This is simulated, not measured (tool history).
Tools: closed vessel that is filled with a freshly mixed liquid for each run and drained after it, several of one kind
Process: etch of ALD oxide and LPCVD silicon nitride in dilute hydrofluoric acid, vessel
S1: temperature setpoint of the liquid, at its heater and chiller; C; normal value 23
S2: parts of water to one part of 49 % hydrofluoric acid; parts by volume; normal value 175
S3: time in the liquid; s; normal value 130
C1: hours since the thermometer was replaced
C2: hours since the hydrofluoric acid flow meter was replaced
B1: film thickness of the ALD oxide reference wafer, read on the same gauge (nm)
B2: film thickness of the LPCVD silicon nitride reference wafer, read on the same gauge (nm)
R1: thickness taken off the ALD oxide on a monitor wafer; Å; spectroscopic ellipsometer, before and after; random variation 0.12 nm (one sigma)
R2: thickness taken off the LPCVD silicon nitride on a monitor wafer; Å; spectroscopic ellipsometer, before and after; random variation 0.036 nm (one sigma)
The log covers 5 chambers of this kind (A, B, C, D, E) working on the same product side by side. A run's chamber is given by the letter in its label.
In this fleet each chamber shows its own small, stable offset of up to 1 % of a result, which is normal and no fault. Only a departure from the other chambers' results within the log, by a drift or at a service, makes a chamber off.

{"run": "1D", "hour": 3.4, "S1": 23, "S2": 175, "S3": 130, "C1": 458.3, "C2": 101.3, "B1": 100.02, "B2": 60.034, "R1": 172.72, "R2": 3.1481}
{"run": "2B", "hour": 7.1, "S1": 23, "S2": 175, "S3": 130, "C1": 296.1, "C2": 246.6, "B1": 99.976, "B2": 59.974, "R1": 171.8, "R2": 4.1513}
{"run": "3C", "hour": 12.7, "S1": 23, "S2": 175, "S3": 130, "C1": 1768.1, "C2": 1719.8, "B1": 99.991, "B2": 60.052, "R1": 171.94, "R2": 3.6746}
{"run": "4E", "hour": 17.0, "S1": 23, "S2": 175, "S3": 130, "C1": 1498.6, "C2": 457.9, "B1": 100.03, "B2": 60.074, "R1": 174.9, "R2": 3.4073}
{"run": "5A", "hour": 22.1, "S1": 23, "S2": 175, "S3": 130, "C1": 773.5, "C2": 868.8, "B1": 100.01, "B2": 60.017, "R1": 172.33, "R2": 3.4057}
{"run": "6A", "hour": 27.6, "S1": 23, "S2": 175, "S3": 130, "C1": 779, "C2": 874.3, "B1": 99.979, "B2": 60.033, "R1": 171.59, "R2": 3.9912}
{"run": "7D", "hour": 32.5, "S1": 23, "S2": 175, "S3": 90, "C1": 487.4, "C2": 130.4, "B1": 100.01, "B2": 59.997, "R1": 119.24, "R2": 2.3644}
{"run": "8C", "hour": 36.2, "S1": 23, "S2": 175, "S3": 90, "C1": 1791.6, "C2": 1743.3, "B1": 99.989, "B2": 59.979, "R1": 119.02, "R2": 2.4407}
{"run": "9B", "hour": 40.7, "S1": 23, "S2": 175, "S3": 90, "C1": 329.7, "C2": 280.2, "B1": 100.01, "B2": 60.017, "R1": 121.01, "R2": 2.2723}
{"run": "10E", "hour": 46.5, "S1": 23, "S2": 175, "S3": 90, "C1": 1528.1, "C2": 487.4, "B1": 99.981, "B2": 60.012, "R1": 119.86, "R2": 2.5854}
{"run": "11B", "hour": 52.8, "S1": 23, "S2": 175, "S3": 90, "C1": 341.8, "C2": 292.3, "B1": 100.01, "B2": 59.966, "R1": 120.7, "R2": 2.5665}
{"run": "12D", "hour": 59.9, "S1": 23, "S2": 175, "S3": 130, "C1": 514.8, "C2": 157.8, "B1": 99.993, "B2": 60.01, "R1": 174.25, "R2": 3.9829}
{"run": "13C", "hour": 66.0, "S1": 20.5, "S2": 145, "S3": 130, "C1": 1821.4, "C2": 1773.1, "B1": 100.02, "B2": 60.005, "R1": 196.65, "R2": 4.064}
{"run": "14A", "hour": 69.7, "S1": 20.5, "S2": 145, "S3": 130, "C1": 821.1, "C2": 916.4, "B1": 99.996, "B2": 60.054, "R1": 192.63, "R2": 3.2404}
{"run": "15E", "hour": 75.2, "S1": 20.5, "S2": 145, "S3": 130, "C1": 1556.8, "C2": 516.1, "B1": 99.969, "B2": 59.981, "R1": 198.31, "R2": 3.3742}
{"run": "16E", "hour": 81.5, "S1": 20.5, "S2": 145, "S3": 130, "C1": 1563.1, "C2": 522.4, "B1": 99.992, "B2": 59.962, "R1": 196.5, "R2": 3.6805}
{"run": "17A", "hour": 86.6, "S1": 20.5, "S2": 145, "S3": 130, "C1": 838, "C2": 933.3, "B1": 99.983, "B2": 60.018, "R1": 196.32, "R2": 4.032}
{"run": "18B", "hour": 90.2, "S1": 23, "S2": 175, "S3": 130, "C1": 379.2, "C2": 329.7, "B1": 100.01, "B2": 60.034, "R1": 172.97, "R2": 3.9678}
{"run": "19C", "hour": 96.6, "S1": 23, "S2": 175, "S3": 130, "C1": 1852, "C2": 1803.7, "B1": 99.952, "B2": 60.02, "R1": 176.51, "R2": 3.3195}
{"run": "20D", "hour": 101.0, "S1": 23, "S2": 175, "S3": 130, "C1": 555.9, "C2": 198.9, "B1": 100.02, "B2": 59.987, "R1": 172.82, "R2": 3.6566}
{"run": "21D", "hour": 108.0, "S1": 23, "S2": 175, "S3": 130, "C1": 562.9, "C2": 205.9, "B1": 99.993, "B2": 60.019, "R1": 173.62, "R2": 3.5178}
{"run": "22E", "hour": 111.7, "S1": 21, "S2": 175, "S3": 190, "C1": 1593.3, "C2": 552.6, "B1": 100, "B2": 60.022, "R1": 237.77, "R2": 4.6623}
{"run": "23A", "hour": 116.4, "S1": 21, "S2": 175, "S3": 190, "C1": 867.8, "C2": 963.1, "B1": 99.97, "B2": 59.956, "R1": 231.83, "R2": 4.9079}
{"run": "24B", "hour": 122.3, "S1": 21, "S2": 175, "S3": 190, "C1": 411.3, "C2": 361.8, "B1": 99.998, "B2": 59.997, "R1": 237.06, "R2": 4.5795}
{"run": "25C", "hour": 127.3, "S1": 21, "S2": 175, "S3": 190, "C1": 1882.7, "C2": 1834.4, "B1": 99.986, "B2": 60.018, "R1": 243.86, "R2": 5.3185}
{"hour": 133.8, "done": "chamber C: hydrofluoric acid flow meter replaced"}
{"run": "26A", "hour": 134.9, "S1": 21, "S2": 175, "S3": 190, "C1": 886.3, "C2": 981.6, "B1": 99.995, "B2": 59.979, "R1": 231.68, "R2": 5.1326}
{"run": "27E", "hour": 141.3, "S1": 23, "S2": 175, "S3": 130, "C1": 1622.9, "C2": 582.2, "B1": 100.03, "B2": 60.004, "R1": 173.56, "R2": 3.1041}
{"run": "28C", "hour": 146.1, "S1": 19, "S2": 175, "S3": 175, "C1": 1901.5, "C2": 12.3, "B1": 100.01, "B2": 59.974, "R1": 212.91, "R2": 3.7598}
{"run": "29B", "hour": 150.6, "S1": 19, "S2": 175, "S3": 175, "C1": 439.6, "C2": 390.1, "B1": 100.02, "B2": 60.014, "R1": 198.71, "R2": 4.1287}
{"run": "30D", "hour": 155.8, "S1": 19, "S2": 175, "S3": 175, "C1": 610.7, "C2": 253.7, "B1": 99.988, "B2": 59.986, "R1": 200.8, "R2": 3.9387}
{"run": "31C", "hour": 163.0, "S1": 19, "S2": 175, "S3": 175, "C1": 1918.4, "C2": 29.2, "B1": 100.02, "B2": 60.036, "R1": 214.79, "R2": 4.5997}
{"hour": 165.3, "done": "chamber E: hydrofluoric acid flow meter replaced"}
{"run": "32E", "hour": 166.9, "S1": 19, "S2": 175, "S3": 175, "C1": 1648.5, "C2": 1.6, "B1": 100.01, "B2": 59.979, "R1": 197.98, "R2": 4.2854}
{"run": "33A", "hour": 173.5, "S1": 23, "S2": 175, "S3": 130, "C1": 924.9, "C2": 1020.2, "B1": 99.981, "B2": 59.979, "R1": 170.83, "R2": 3.5252}
{"run": "34D", "hour": 181.1, "S1": 23, "S2": 220, "S3": 130, "C1": 636, "C2": 279, "B1": 100.01, "B2": 59.978, "R1": 131.35, "R2": 2.7907}

Which is it: a chamber that has drifted or been left off by a service, a gauge drift common to all chambers, or only each chamber's usual small offset? If a chamber is off, name it and its likeliest cause.

One chamber, C, drifts off from the rest bit by bit.
Most likely cause: liquid hotter than its thermometer reads (K) = 2.36.

Chamber C could run next with any of the 4 candidate recipes listed below; each alters the usual settings, and their results appear as question marks. Which one brings its results back in line with what the other chambers deliver on the usual settings?
In line here means within this much of the mean the other chambers give on the usual settings: R1 4.2 Å; R2 1.3 Å
{"run": "35C-1", "hour": 186.5, "S1": 21, "S2": 165, "S3": 120, "R1": "?", "R2": "?"}
{"run": "35C-2", "hour": 186.5, "S1": 26.5, "S2": 195, "S3": 150, "R1": "?", "R2": "?"}
{"run": "35C-3", "hour": 186.5, "S1": 20, "S2": 155, "S3": 110, "R1": "?", "R2": "?"}
{"run": "35C-4", "hour": 186.5, "S1": 25, "S2": 185, "S3": 140, "R1": "?", "R2": "?"}

Usual-settings mean across the other chambers: R1 173.36 Å; R2 3.6922 Å
run=35C-1 R1=172.35 R2=3.8029
run=35C-2 R1=215.61 R2=5.6917
run=35C-3 R1=163.67 R2=3.4739
run=35C-4 R1=203.47 R2=5.1074
35C-1 puts the chamber back in line with the other chambers.

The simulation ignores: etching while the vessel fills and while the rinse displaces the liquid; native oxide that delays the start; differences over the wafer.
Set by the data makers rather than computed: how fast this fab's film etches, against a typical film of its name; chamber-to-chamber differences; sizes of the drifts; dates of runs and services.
